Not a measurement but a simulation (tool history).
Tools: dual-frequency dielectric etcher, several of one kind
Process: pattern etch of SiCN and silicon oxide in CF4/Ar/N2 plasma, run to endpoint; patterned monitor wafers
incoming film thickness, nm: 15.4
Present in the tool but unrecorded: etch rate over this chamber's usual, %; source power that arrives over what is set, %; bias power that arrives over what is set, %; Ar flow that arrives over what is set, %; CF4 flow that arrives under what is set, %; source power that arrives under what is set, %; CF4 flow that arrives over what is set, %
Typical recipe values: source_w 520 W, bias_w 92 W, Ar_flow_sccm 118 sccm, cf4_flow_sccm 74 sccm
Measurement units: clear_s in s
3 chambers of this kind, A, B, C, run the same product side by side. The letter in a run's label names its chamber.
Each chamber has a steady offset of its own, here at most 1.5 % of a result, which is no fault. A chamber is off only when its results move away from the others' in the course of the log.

run,hour,source_w,bias_w,Ar_flow_sccm,cf4_flow_sccm,hours since the last wet clean,hours since the last source power generator calibration,hours since the last bias power generator calibration,hours since the last Ar flow controller change,hours since the last CF4 flow controller change,clear_s
1B,11.1,520,92,118,74,377.3,509.1,874.7,2418.8,2807.1,14.599
2C,20.9,520,92,118,74,258.5,1347.8,2924.3,1193.6,3111.1,14.966
3A,28.1,520,92,118,74,475.9,2565.6,3903.8,3347.6,1514.7,14.797
# hour 28.3: chamber B: wet clean of the chamber
4C,36.2,520,92,118,74,273.8,1363.1,2939.6,1208.9,3126.4,14.691
5A,44.1,590,92,89,74,491.9,2581.6,3919.8,3363.6,1530.7,12.756
6B,56.1,590,92,89,74,27.8,554.1,919.7,2463.8,2852.1,12.846
7C,68.1,590,92,89,74,305.7,1395.0,2971.5,1240.8,3158.3,12.722
8B,77.0,520,92,118,74,48.7,575.0,940.6,2484.7,2873.0,14.943
9A,87.7,520,92,118,74,535.5,2625.2,3963.4,3407.2,1574.3,14.693
10B,93.2,520,92,118,74,64.9,591.2,956.8,2500.9,2889.2,14.916
11C,100.8,520,92,118,74,338.4,1427.7,3004.2,1273.5,3191.0,14.564
12A,109.3,520,92,118,74,557.1,2646.8,3985.0,3428.8,1595.9,14.757
13A,118.8,520,92,118,74,566.6,2656.3,3994.5,3438.3,1605.4,14.632
14B,124.7,520,92,118,74,96.4,622.7,988.3,2532.4,2920.7,14.733
15C,131.4,520,92,118,74,369.0,1458.3,3034.8,1304.1,3221.6,14.834
16A,142.9,520,92,118,74,590.7,2680.4,4018.6,3462.4,1629.5,14.631
# hour 153.2: chamber B: CF4 flow controller replaced
17C,154.3,610,92,147,74,391.9,1481.2,3057.7,1327.0,3244.5,13.333
18B,163.9,610,92,147,74,135.6,661.9,1027.5,2571.6,10.7,13.401
19C,171.8,610,92,147,74,409.4,1498.7,3075.2,1344.5,3262.0,13.431
20A,177.7,520,92,118,74,625.5,2715.2,4053.4,3497.2,1664.3,14.648
21B,189.5,520,92,118,74,161.2,687.5,1053.1,2597.2,36.3,14.840
22A,195.3,520,92,118,74,643.1,2732.8,4071.0,3514.8,1681.9,14.774
# hour 197.6: chamber A: wet clean of the chamber
23B,204.0,520,92,118,74,175.7,702.0,1067.6,2611.7,50.8,14.656
24C,214.6,520,92,118,74,452.2,1541.5,3118.0,1387.3,3304.8,14.890
25B,222.1,520,92,118,74,193.8,720.1,1085.7,2629.8,68.9,14.946
26C,229.5,520,102,118,91,467.1,1556.4,3132.9,1402.2,3319.7,14.116
27A,239.4,520,102,118,91,41.8,2776.9,4115.1,3558.9,1726.0,13.622
28A,250.1,520,102,118,91,52.5,2787.6,4125.8,3569.6,1736.7,13.733
29C,255.6,580,92,98,74,493.2,1582.5,3159.0,1428.3,3345.8,13.260
30B,263.4,580,92,98,74,235.1,761.4,1127.0,2671.1,110.2,13.093

The same settings go to every chamber for the next run, one line per chamber below. Forecast the results for each:
31A,272.1,520,92,118,74,,,,,,?
31B,272.1,520,92,118,74,,,,,,?
31C,272.1,520,92,118,74,,,,,,?

run,clear_s
31A,14.695
31B,14.775
31C,14.953
